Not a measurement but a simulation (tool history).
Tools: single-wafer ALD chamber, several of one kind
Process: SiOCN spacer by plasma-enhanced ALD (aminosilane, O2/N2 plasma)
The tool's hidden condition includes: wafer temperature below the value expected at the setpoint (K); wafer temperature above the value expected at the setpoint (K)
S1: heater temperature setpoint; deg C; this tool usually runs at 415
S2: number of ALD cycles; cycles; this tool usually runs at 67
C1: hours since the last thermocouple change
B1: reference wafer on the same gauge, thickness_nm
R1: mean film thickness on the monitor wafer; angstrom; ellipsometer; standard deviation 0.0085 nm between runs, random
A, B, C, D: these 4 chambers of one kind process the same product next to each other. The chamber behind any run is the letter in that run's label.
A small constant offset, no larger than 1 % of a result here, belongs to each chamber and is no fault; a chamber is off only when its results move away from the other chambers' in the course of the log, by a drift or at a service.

run	hour	S1	S2	C1	B1	R1
1A	6.2	415	67	697.9	3.7220	38.945
2C	14.2	415	67	2037.4	3.7203	38.935
3D	23.3	415	67	381.0	3.7197	38.403
4B	34.9	415	67	406.1	3.7217	38.756
5C	47.2	415	67	2070.4	3.7178	38.785
6B	55.2	415	67	426.4	3.7192	38.716
7A	63.1	415	67	754.8	3.7197	38.860
8D	71.1	415	67	428.8	3.7202	38.505
9B	78.1	415	67	449.3	3.7191	38.762
10A	84.9	415	67	776.6	3.7191	38.853
11D	94.3	415	67	452.0	3.7214	38.665
12C	106.4	415	67	2129.6	3.7200	38.924
13C	115.3	415	67	2138.5	3.7225	38.817
14D	124.1	415	67	481.8	3.7203	38.449
15B	131.6	415	67	502.8	3.7198	38.625
16A	142.5	415	67	834.2	3.7205	38.936
17D	151.8	415	67	509.5	3.7206	38.598
18B	164.9	415	67	536.1	3.7192	38.720
19C	172.2	415	67	2195.4	3.7193	38.798
20A	180.5	415	67	872.2	3.7188	38.893
21A	192.2	415	67	883.9	3.7200	38.679
22D	203.8	415	67	561.5	3.7189	38.454
23B	211.1	415	67	582.3	3.7217	38.644
24C	223.6	415	67	2246.8	3.7190	38.906
25B	233.2	415	67	604.4	3.7193	38.591
26A	245.3	415	67	937.0	3.7206	38.789
27C	254.6	415	67	2277.8	3.7192	38.907
28D	263.4	425	67	621.1	3.7210	37.363
29A	273.7	425	67	965.4	3.7224	37.667
30D	282.1	425	67	639.8	3.7205	37.304

For the next run the whole fleet of 4 chambers uses the same settings. Give each chamber's results:
31A	292.0	426	67			?
31B	292.0	426	67			?
31C	292.0	426	67			?
31D	292.0	426	67			?

run	R1
31A	37.663
31B	37.410
31C	37.581
31D	37.093
